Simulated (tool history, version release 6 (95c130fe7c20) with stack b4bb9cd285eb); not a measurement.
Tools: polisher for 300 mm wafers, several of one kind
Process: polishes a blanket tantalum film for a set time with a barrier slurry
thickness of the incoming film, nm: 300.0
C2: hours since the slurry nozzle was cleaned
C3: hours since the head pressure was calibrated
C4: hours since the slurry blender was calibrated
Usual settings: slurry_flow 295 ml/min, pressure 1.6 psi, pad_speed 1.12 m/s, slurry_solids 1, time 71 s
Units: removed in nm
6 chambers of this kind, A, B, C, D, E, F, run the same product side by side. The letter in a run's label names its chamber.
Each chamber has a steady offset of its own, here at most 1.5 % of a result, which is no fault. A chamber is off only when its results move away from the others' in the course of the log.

At hour 4.9: chamber E: worn pad replaced by a new one.
Run 1C, hour 8.8: usual settings; wafers polished on this pad 498; C2 355.6; C3 1073.3; C4 148.1. Result: removed 88.323 nm.
Run 2A, hour 20.8: usual settings; wafers polished on this pad 456; C2 382.9; C3 549.9; C4 158.6. Result: removed 89.575 nm.
Run 3F, hour 30.8: usual settings; wafers polished on this pad 765; C2 62.4; C3 79.6; C4 352.5. Result: removed 89.352 nm.
At hour 38.1: chamber B: worn pad replaced by a new one.
Run 4B, hour 40.2: usual settings; wafers polished on this pad 20; C2 112.8; C3 156.6; C4 64.1. Result: removed 92.245 nm.
At hour 43.9: chamber A: slurry blender recalibrated.
At hour 44.8: chamber F: worn pad replaced by a new one.
At hour 44.9: chamber C: worn pad replaced by a new one.
Run 5E, hour 52.8: usual settings; wafers polished on this pad 438; C2 177.3; C3 504.1; C4 79.5. Result: removed 90.998 nm.
Run 6D, hour 66.6: usual settings; wafers polished on this pad 1304; C2 75.5; C3 619; C4 94.4. Result: removed 90.516 nm.
Run 7F, hour 80.3: usual settings; wafers polished on this pad 325; C2 111.9; C3 129.1; C4 402. Result: removed 90.868 nm.
At hour 89.7: chamber C: slurry nozzle cleaned.
Run 8A, hour 91.5: usual settings; wafers polished on this pad 1103; C2 453.6; C3 620.6; C4 47.7. Result: removed 88.506 nm.
Run 9D, hour 100.7: usual settings; wafers polished on this pad 1616; C2 109.6; C3 653.1; C4 128.5. Result: removed 91.329 nm.
At hour 107.7: chamber A: worn pad replaced by a new one.
Run 10E, hour 115.5: usual settings but pad_speed 0.8 m/s, time 94 s; wafers polished on this pad 1012; C2 240; C3 566.8; C4 142.2. Result: removed 85.917 nm.
At hour 115.9: chamber B: slurry blender recalibrated.
At hour 121.9: chamber C: slurry blender recalibrated.
Run 11C, hour 126.1: usual settings but pad_speed 0.8 m/s, time 94 s; wafers polished on this pad 743; C2 36.4; C3 1190.6; C4 4.2. Result: removed 81.555 nm.
At hour 126.8: chamber E: worn pad replaced by a new one.
At hour 127.5: chamber B: worn pad replaced by a new one.
At hour 134.7: chamber C: worn pad replaced by a new one.
Run 12B, hour 138.2: usual settings but pad_speed 0.8 m/s, time 94 s; wafers polished on this pad 98; C2 210.8; C3 254.6; C4 22.4. Result: removed 85.122 nm.
Run 13E, hour 148.7: usual settings but pad_speed 0.8 m/s, time 94 s; wafers polished on this pad 201; C2 273.2; C3 600; C4 175.4. Result: removed 85.744 nm.
At hour 151.4: chamber F: worn pad replaced by a new one.
At hour 163.2: chamber F: slurry blender recalibrated.
Run 14C, hour 164.3: usual settings but pad_speed 0.8 m/s, time 94 s; wafers polished on this pad 271; C2 74.6; C3 1228.8; C4 42.4. Result: removed 84.333 nm.
At hour 172: chamber A: slurry nozzle cleaned.
Run 15D, hour 173.6: usual settings but pad_speed 0.8 m/s, time 94 s; wafers polished on this pad 2283; C2 182.5; C3 726; C4 201.4. Result: removed 84.83 nm.
At hour 178.2: chamber B: slurry nozzle cleaned.
Run 16F, hour 184.1: usual settings; wafers polished on this pad 300; C2 215.7; C3 232.9; C4 21. Result: removed 90.438 nm.
Run 17A, hour 197.7: usual settings; wafers polished on this pad 824; C2 25.7; C3 726.8; C4 153.9. Result: removed 89.889 nm.
Run 18B, hour 212.8: usual settings; wafers polished on this pad 780; C2 34.6; C3 329.2; C4 97. Result: removed 90.344 nm.
At hour 214.2: chamber B: worn pad replaced by a new one.
At hour 221.9: chamber A: slurry blender recalibrated.
At hour 224.4: chamber E: slurry blender recalibrated.
Run 19D, hour 228.6: usual settings; wafers polished on this pad 2786; C2 237.5; C3 781; C4 256.4. Result: removed 87.759 nm.
At hour 230.1: chamber C: worn pad replaced by a new one.
Run 20C, hour 240.6: usual settings; wafers polished on this pad 96; C2 150.9; C3 1305.1; C4 118.7. Result: removed 88.334 nm.
At hour 251.4: chamber F: worn pad replaced by a new one.
Run 21F, hour 252.5: usual settings; wafers polished on this pad 10; C2 284.1; C3 301.3; C4 89.4. Result: removed 91.368 nm.
At hour 257.7: chamber D: slurry blender recalibrated.
Run 22E, hour 266.5: usual settings; wafers polished on this pad 1279; C2 391; C3 717.8; C4 42.1. Result: removed 91.879 nm.
At hour 268: chamber E: slurry nozzle cleaned.
At hour 273.5: chamber E: worn pad replaced by a new one.
At hour 273.6: chamber A: worn pad replaced by a new one.
Run 23A, hour 277.9: usual settings; wafers polished on this pad 39; C2 105.9; C3 807; C4 56. Result: removed 89.965 nm.
At hour 283.6: chamber B: slurry blender recalibrated.
Run 24B, hour 289.8: usual settings; wafers polished on this pad 692; C2 111.6; C3 406.2; C4 6.2. Result: removed 90.925 nm.
At hour 304.5: chamber B: worn pad replaced by a new one.
Run 25C, hour 305.4: usual settings; wafers polished on this pad 689; C2 215.7; C3 1369.9; C4 183.5. Result: removed 89.259 nm.
Run 26B, hour 313.5: usual settings; wafers polished on this pad 82; C2 135.3; C3 429.9; C4 29.9. Result: removed 89.428 nm.
At hour 323.3: chamber C: worn pad replaced by a new one.
Run 27E, hour 325.6: usual settings; wafers polished on this pad 476; C2 57.6; C3 776.9; C4 101.2. Result: removed 91.755 nm.
Run 28A, hour 333.4: usual settings but pressure 1.4 psi, pad_speed 0.76 m/s; wafers polished on this pad 547; C2 161.4; C3 862.5; C4 111.5. Result: removed 53.572 nm.
Run 29D, hour 342.7: usual settings but pressure 1.4 psi, pad_speed 0.76 m/s; wafers polished on this pad 3831; C2 351.6; C3 895.1; C4 85.1. Result: removed 52.2 nm.
At hour 345.9: chamber F: worn pad replaced by a new one.
At hour 346.8: chamber A: head pressure recalibrated.
Run 30F, hour 356.5: usual settings but pressure 1.4 psi, pad_speed 0.76 m/s; wafers polished on this pad 97; C2 388.1; C3 405.3; C4 193.4. Result: removed 53.289 nm.
Run 31D, hour 366.4: usual settings but pressure 1.4 psi, pad_speed 0.76 m/s; wafers polished on this pad 4047; C2 375.3; C3 918.8; C4 108.8. Result: removed 51.71 nm.
Run 32B, hour 373.5: usual settings but pressure 1.4 psi, pad_speed 0.76 m/s; wafers polished on this pad 631; C2 195.3; C3 489.9; C4 89.9. Result: removed 53.151 nm.
At hour 381.8: chamber D: slurry nozzle cleaned.
At hour 385.1: chamber C: slurry blender recalibrated.
Run 33A, hour 388.8: usual settings but pressure 1.4 psi, pad_speed 0.76 m/s; wafers polished on this pad 1054; C2 216.8; C3 42; C4 166.9. Result: removed 53.151 nm.
At hour 390.4: chamber B: worn pad replaced by a new one.
At hour 399.4: chamber E: head pressure recalibrated.
Run 34F, hour 399.8: usual settings; wafers polished on this pad 493; C2 431.4; C3 448.6; C4 236.7. Result: removed 90.494 nm.
At hour 407.2: chamber C: worn pad replaced by a new one.
Run 35E, hour 408.4: usual settings but slurry_solids 0.7, time 95 s; wafers polished on this pad 1234; C2 140.4; C3 9.1; C4 184. Result: removed 107.47 nm.
At hour 414.6: chamber A: slurry blender recalibrated.
At hour 418.5: chamber B: slurry blender recalibrated.
Run 36C, hour 423.5: usual settings but slurry_solids 0.7, time 95 s; wafers polished on this pad 149; C2 333.8; C3 1488; C4 38.4. Result: removed 105.67 nm.
At hour 423.6: chamber B: slurry nozzle cleaned.
At hour 424.6: chamber C: head pressure recalibrated.
At hour 426.1: chamber E: worn pad replaced by a new one.
Run 37C, hour 432.1: usual settings but slurry_solids 0.7, time 95 s; wafers polished on this pad 228; C2 342.4; C3 7.6; C4 47. Result: removed 106.37 nm.
At hour 436.5: chamber A: worn pad replaced by a new one.
Run 38B, hour 439.5: usual settings but slurry_solids 0.7, time 95 s; wafers polished on this pad 449; C2 15.9; C3 555.9; C4 21. Result: removed 107.68 nm.
Run 39D, hour 451.8: usual settings but slurry_solids 0.7, time 95 s; wafers polished on this pad 4829; C2 70; C3 1004.2; C4 194.2. Result: removed 102.28 nm.
At hour 453.3: chamber F: worn pad replaced by a new one.
Run 40F, hour 462.3: usual settings but slurry_solids 0.7, time 95 s; wafers polished on this pad 82; C2 493.9; C3 511.1; C4 299.2. Result: removed 106.88 nm.
Run 41A, hour 471: usual settings; wafers polished on this pad 315; C2 299; C3 124.2; C4 56.4. Result: removed 89.588 nm.
Run 42E, hour 484.9: usual settings; wafers polished on this pad 538; C2 216.9; C3 85.6; C4 260.5. Result: removed 90.499 nm.

What goes on in this fleet: one chamber off, a drifting gauge, or nothing beyond the chambers' own small offsets? Name the chamber and the cause, if any.

Chamber D drifts away from the others.
Cause: removal rate lost through wear of the pad, % = 6.67.
The log may not tell that from: head's pressure below its setpoint, %.

Here are 4 candidates for chamber D's next run, each the usual settings with a change, their results left as question marks. Which one brings its results back in line with what the others give on the usual settings?
In line means no further than this from the other chambers' mean on the usual settings: removed 2.4 nm
Run 43D-1, hour 496.3: usual settings but pressure 1.7 psi, pad_speed 1.18 m/s. Result: removed ?.
Run 43D-2, hour 496.3: usual settings but pad_speed 1.1 m/s, time 69 s. Result: removed ?.
Run 43D-3, hour 496.3: usual settings but pressure 1.5 psi, time 68 s. Result: removed ?.
Run 43D-4, hour 496.3: usual settings but pressure 1.7 psi. Result: removed ?.

The other chambers' mean on the usual settings: removed 89.689 nm
  run  removed
43D-1   94.819
43D-2    80.97
43D-3   76.209
43D-4   90.055
43D-4 brings the chamber back in line.
